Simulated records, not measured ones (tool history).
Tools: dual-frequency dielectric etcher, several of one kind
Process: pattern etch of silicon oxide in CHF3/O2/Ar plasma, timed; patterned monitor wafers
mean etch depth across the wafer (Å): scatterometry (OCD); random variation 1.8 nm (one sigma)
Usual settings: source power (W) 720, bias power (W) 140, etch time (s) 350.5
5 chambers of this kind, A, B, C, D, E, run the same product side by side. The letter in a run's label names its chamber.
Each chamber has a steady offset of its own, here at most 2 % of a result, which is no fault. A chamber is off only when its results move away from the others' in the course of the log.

run	hour	source power (W)	bias power (W)	etch time (s)	hours since the last wet clean	hours since the last source power generator calibration	hours since the last bias power generator calibration	read-back reference wafer on the same gauge, depth_nm	mean etch depth across the wafer (Å)
1C	16.3	720	140	350.5	614.1	1348.9	1226.3	560.88	6801.2
# hour 18.1: chamber C: wet clean of the chamber
2D	30.0	720	140	350.5	151.5	523.9	1885.7	561.00	6813.2
3E	43.5	720	140	350.5	285.9	1402.9	1232.3	561.18	7007.0
4A	55.1	720	140	350.5	215.8	855.2	442.9	560.87	6828.3
5B	64.4	560	140	350.5	201.6	75.5	3227.1	561.24	6221.4
6C	74.1	560	140	350.5	56.0	1406.7	1284.1	561.06	6140.3
# hour 83.0: chamber D: bias power generator calibrated
7B	83.8	560	140	350.5	221.0	94.9	3246.5	560.88	6223.0
8A	92.0	560	140	350.5	252.7	892.1	479.8	561.28	6188.6
9D	101.6	560	140	350.5	223.1	595.5	18.7	561.19	6205.4
10E	115.5	720	140	350.5	357.9	1474.9	1304.3	561.10	6952.1
11E	125.9	720	140	350.5	368.3	1485.3	1314.7	561.20	6964.4
12D	139.2	720	140	350.5	260.7	633.1	56.3	560.92	6827.3
13B	150.9	720	140	350.5	288.1	162.0	3313.6	561.15	6846.9
14A	164.8	720	140	350.5	325.5	964.9	552.6	561.19	6866.6
15C	173.1	720	140	350.5	155.0	1505.7	1383.1	560.90	6785.9
16E	183.4	720	140	350.5	425.8	1542.8	1372.2	560.52	6958.4
17A	199.5	720	140	350.5	360.2	999.6	587.3	560.89	6905.6
# hour 205.7: chamber B: bias power generator calibrated
18C	208.3	660	140	265.0	190.2	1540.9	1418.3	560.98	4958.4
19B	219.8	660	140	265.0	357.0	230.9	14.1	561.10	4999.9
20D	227.6	660	140	265.0	349.1	721.5	144.7	561.02	5002.5
21C	238.7	660	140	265.0	220.6	1571.3	1448.7	561.12	4962.9
22B	254.7	660	140	265.0	391.9	265.8	49.0	561.21	5005.0
23E	263.9	720	140	350.5	506.3	1623.3	1452.7	561.02	6967.3
24A	275.2	720	114	350.5	435.9	1075.3	663.0	561.24	6559.0
25D	286.2	720	114	350.5	407.7	780.1	203.3	561.13	6421.0
26A	296.2	720	114	350.5	456.9	1096.3	684.0	560.94	6558.2
27B	306.5	720	114	350.5	443.7	317.6	100.8	560.91	6431.4
28E	314.0	720	114	350.5	556.4	1673.4	1502.8	561.00	6543.0
29C	325.4	720	140	350.5	307.3	1658.0	1535.4	561.35	6768.2
30D	334.9	720	140	350.5	456.4	828.8	252.0	560.64	6822.8
31E	349.2	720	140	350.5	591.6	1708.6	1538.0	561.13	6942.9
32C	363.5	640	140	444.5	345.4	1696.1	1573.5	561.02	8211.9
33A	378.1	640	140	444.5	538.8	1178.2	765.9	561.02	8539.6

All 5 chambers run these settings next. Forecast each chamber's results:
34A	390.0	890	140	350.5					?
34B	390.0	890	140	350.5					?
34C	390.0	890	140	350.5					?
34D	390.0	890	140	350.5					?
34E	390.0	890	140	350.5					?

run	mean etch depth across the wafer (Å)
34A	7685.4
34B	7386.6
34C	7413.4
34D	7404.9
34E	7561.1
